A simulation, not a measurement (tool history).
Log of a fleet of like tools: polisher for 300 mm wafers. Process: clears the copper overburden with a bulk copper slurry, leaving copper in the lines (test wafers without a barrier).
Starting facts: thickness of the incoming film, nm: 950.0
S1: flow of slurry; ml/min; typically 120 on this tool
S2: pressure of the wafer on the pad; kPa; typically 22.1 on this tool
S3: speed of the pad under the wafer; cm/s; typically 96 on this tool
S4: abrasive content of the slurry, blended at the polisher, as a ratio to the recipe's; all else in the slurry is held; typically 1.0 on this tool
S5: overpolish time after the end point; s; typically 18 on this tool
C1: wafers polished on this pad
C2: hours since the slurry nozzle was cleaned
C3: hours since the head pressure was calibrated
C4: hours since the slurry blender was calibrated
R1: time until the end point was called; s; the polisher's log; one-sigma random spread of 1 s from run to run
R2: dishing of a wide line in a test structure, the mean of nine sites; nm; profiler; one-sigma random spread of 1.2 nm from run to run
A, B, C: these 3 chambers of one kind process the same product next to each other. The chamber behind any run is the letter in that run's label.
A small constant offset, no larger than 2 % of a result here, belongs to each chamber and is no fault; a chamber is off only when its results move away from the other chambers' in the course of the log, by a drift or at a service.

| run | hour | S1 | S2 | S3 | S4 | S5 | C1 | C2 | C3 | C4 | R1 | R2 |
|---|---|---|---|---|---|---|---|---|---|---|---|---|
| 1C | 11.4 | 120 | 22.1 | 96 | 1.0 | 18 | 832 | 668.3 | 298.6 | 81.3 | 89.963 | 78.769 |
| 2A | 20.2 | 120 | 22.1 | 96 | 1.0 | 18 | 953 | 195.3 | 240.0 | 203.6 | 91.259 | 81.620 |
|  | 28.5 | chamber B: slurry blender recalibrated |
| 3B | 32.0 | 120 | 22.1 | 96 | 1.0 | 18 | 456 | 160.2 | 48.2 | 3.5 | 90.813 | 78.592 |
| 4B | 43.0 | 120 | 22.1 | 96 | 1.0 | 18 | 570 | 171.2 | 59.2 | 14.5 | 91.326 | 80.311 |
|  | 51.8 | chamber C: worn pad replaced by a new one |
| 5A | 52.7 | 120 | 22.1 | 96 | 1.0 | 18 | 1291 | 227.8 | 272.5 | 236.1 | 92.473 | 82.924 |
|  | 58.3 | chamber A: worn pad replaced by a new one |
| 6C | 58.9 | 120 | 22.1 | 96 | 1.0 | 18 | 73 | 715.8 | 346.1 | 128.8 | 89.215 | 77.740 |
| 7A | 64.2 | 120 | 22.1 | 96 | 1.0 | 18 | 61 | 239.3 | 284.0 | 247.6 | 91.989 | 82.794 |
| 8C | 71.4 | 120 | 22.1 | 96 | 1.0 | 18 | 203 | 728.3 | 358.6 | 141.3 | 90.372 | 80.231 |
| 9B | 77.0 | 120 | 18.6 | 96 | 1.0 | 28 | 924 | 205.2 | 93.2 | 48.5 | 107.570 | 86.412 |
|  | 77.5 | chamber B: worn pad replaced by a new one |
| 10A | 87.2 | 120 | 18.6 | 96 | 1.0 | 28 | 301 | 262.3 | 307.0 | 270.6 | 107.880 | 88.008 |
| 11C | 97.1 | 120 | 18.6 | 96 | 1.0 | 28 | 471 | 754.0 | 384.3 | 167.0 | 106.770 | 85.743 |
| 12B | 107.3 | 120 | 22.1 | 96 | 1.0 | 18 | 310 | 235.5 | 123.5 | 78.8 | 90.518 | 80.990 |
| 13C | 114.3 | 120 | 22.1 | 96 | 1.0 | 18 | 649 | 771.2 | 401.5 | 184.2 | 89.128 | 79.957 |
|  | 116.4 | chamber B: slurry blender recalibrated |
| 14A | 120.3 | 120 | 22.1 | 96 | 1.0 | 18 | 645 | 295.4 | 340.1 | 303.7 | 92.302 | 81.728 |
|  | 127.6 | chamber A: slurry blender recalibrated |
|  | 129.8 | chamber C: head pressure recalibrated |
| 15B | 131.9 | 120 | 14.5 | 96 | 0.8 | 18 | 566 | 260.1 | 148.1 | 15.6 | 143.120 | 60.053 |
| 16C | 138.3 | 120 | 14.5 | 96 | 0.8 | 18 | 899 | 795.2 | 8.6 | 208.2 | 143.640 | 59.447 |
| 17A | 146.8 | 120 | 14.5 | 96 | 0.8 | 18 | 920 | 321.9 | 366.6 | 19.3 | 147.240 | 57.950 |
| 18B | 153.7 | 120 | 22.1 | 70 | 1.0 | 9 | 792 | 281.9 | 169.9 | 37.4 | 123.640 | 43.591 |
| 19A | 161.7 | 120 | 22.1 | 70 | 1.0 | 9 | 1075 | 336.8 | 381.5 | 34.2 | 125.060 | 43.430 |
|  | 167.3 | chamber C: worn pad replaced by a new one |
| 20B | 171.7 | 120 | 22.1 | 70 | 1.0 | 9 | 980 | 299.9 | 187.9 | 55.4 | 123.600 | 43.825 |
|  | 175.2 | chamber B: worn pad replaced by a new one |
|  | 176.7 | chamber A: slurry nozzle cleaned |
| 21C | 181.7 | 120 | 22.1 | 96 | 1.0 | 10 | 150 | 838.6 | 52.0 | 251.6 | 89.046 | 57.492 |
|  | 188.5 | chamber A: worn pad replaced by a new one |
| 22C | 191.4 | 120 | 22.1 | 96 | 1.0 | 10 | 251 | 848.3 | 61.7 | 261.3 | 88.689 | 59.349 |
| 23B | 196.6 | 120 | 22.1 | 96 | 1.0 | 10 | 223 | 324.8 | 212.8 | 80.3 | 91.140 | 57.555 |
| 24A | 208.3 | 120 | 22.1 | 96 | 1.0 | 18 | 206 | 31.7 | 428.1 | 80.8 | 90.513 | 81.224 |
| 25A | 215.9 | 120 | 22.1 | 96 | 1.0 | 18 | 285 | 39.3 | 435.7 | 88.4 | 90.367 | 80.858 |
|  | 220.9 | chamber B: slurry blender recalibrated |
| 26C | 223.3 | 120 | 22.1 | 96 | 1.0 | 18 | 582 | 880.2 | 93.6 | 293.2 | 90.364 | 82.368 |
| 27B | 231.6 | 120 | 22.1 | 96 | 1.0 | 18 | 586 | 359.8 | 247.8 | 10.7 | 89.879 | 80.558 |
| 28C | 243.3 | 120 | 22.1 | 96 | 1.0 | 18 | 790 | 900.2 | 113.6 | 313.2 | 92.185 | 79.155 |
| 29B | 248.7 | 120 | 22.1 | 96 | 1.0 | 18 | 764 | 376.9 | 264.9 | 27.8 | 90.552 | 80.494 |
|  | 253.2 | chamber C: slurry nozzle cleaned |
| 30A | 254.7 | 120 | 22.1 | 96 | 1.0 | 18 | 688 | 78.1 | 474.5 | 127.2 | 92.570 | 81.727 |
| 31B | 262.8 | 120 | 22.1 | 96 | 1.0 | 18 | 911 | 391.0 | 279.0 | 41.9 | 89.882 | 82.343 |
| 32A | 272.9 | 120 | 22.1 | 96 | 1.0 | 18 | 877 | 96.3 | 492.7 | 145.4 | 91.507 | 82.275 |
|  | 277.5 | chamber B: worn pad replaced by a new one |
|  | 281.8 | chamber C: worn pad replaced by a new one |
| 33C | 283.4 | 120 | 22.1 | 96 | 1.0 | 18 | 17 | 30.2 | 153.7 | 353.3 | 89.327 | 82.892 |
| 34B | 294.0 | 120 | 22.1 | 96 | 1.0 | 18 | 172 | 422.2 | 310.2 | 73.1 | 91.264 | 81.851 |
| 35A | 303.4 | 120 | 22.1 | 96 | 1.0 | 18 | 1194 | 126.8 | 523.2 | 175.9 | 93.049 | 81.892 |
| 36C | 315.0 | 120 | 22.1 | 96 | 1.0 | 18 | 346 | 61.8 | 185.3 | 384.9 | 87.804 | 78.226 |
|  | 318.8 | chamber A: worn pad replaced by a new one |
| 37A | 323.7 | 120 | 22.1 | 96 | 1.0 | 18 | 51 | 147.1 | 543.5 | 196.2 | 90.806 | 80.858 |
| 38C | 329.5 | 120 | 22.1 | 96 | 1.0 | 18 | 496 | 76.3 | 199.8 | 399.4 | 88.987 | 80.670 |
|  | 333.0 | chamber B: slurry blender recalibrated |
| 39B | 336.2 | 120 | 22.1 | 96 | 1.0 | 18 | 610 | 464.4 | 352.4 | 3.3 | 90.645 | 81.888 |
| 40B | 345.8 | 120 | 22.1 | 96 | 1.0 | 18 | 710 | 474.0 | 362.0 | 12.9 | 90.225 | 80.820 |
| 41A | 357.1 | 120 | 22.1 | 68 | 1.0 | 18 | 398 | 180.5 | 576.9 | 229.6 | 128.570 | 67.175 |

Decide between three cases: one chamber stands off from its peers, the gauge reading all wafers drifts, or nothing is wrong past each chamber's small offset. Where a chamber is off, say which and what most likely put it there.

All chambers stay in line apart from their small fixed offsets, and the gauge does not drift.
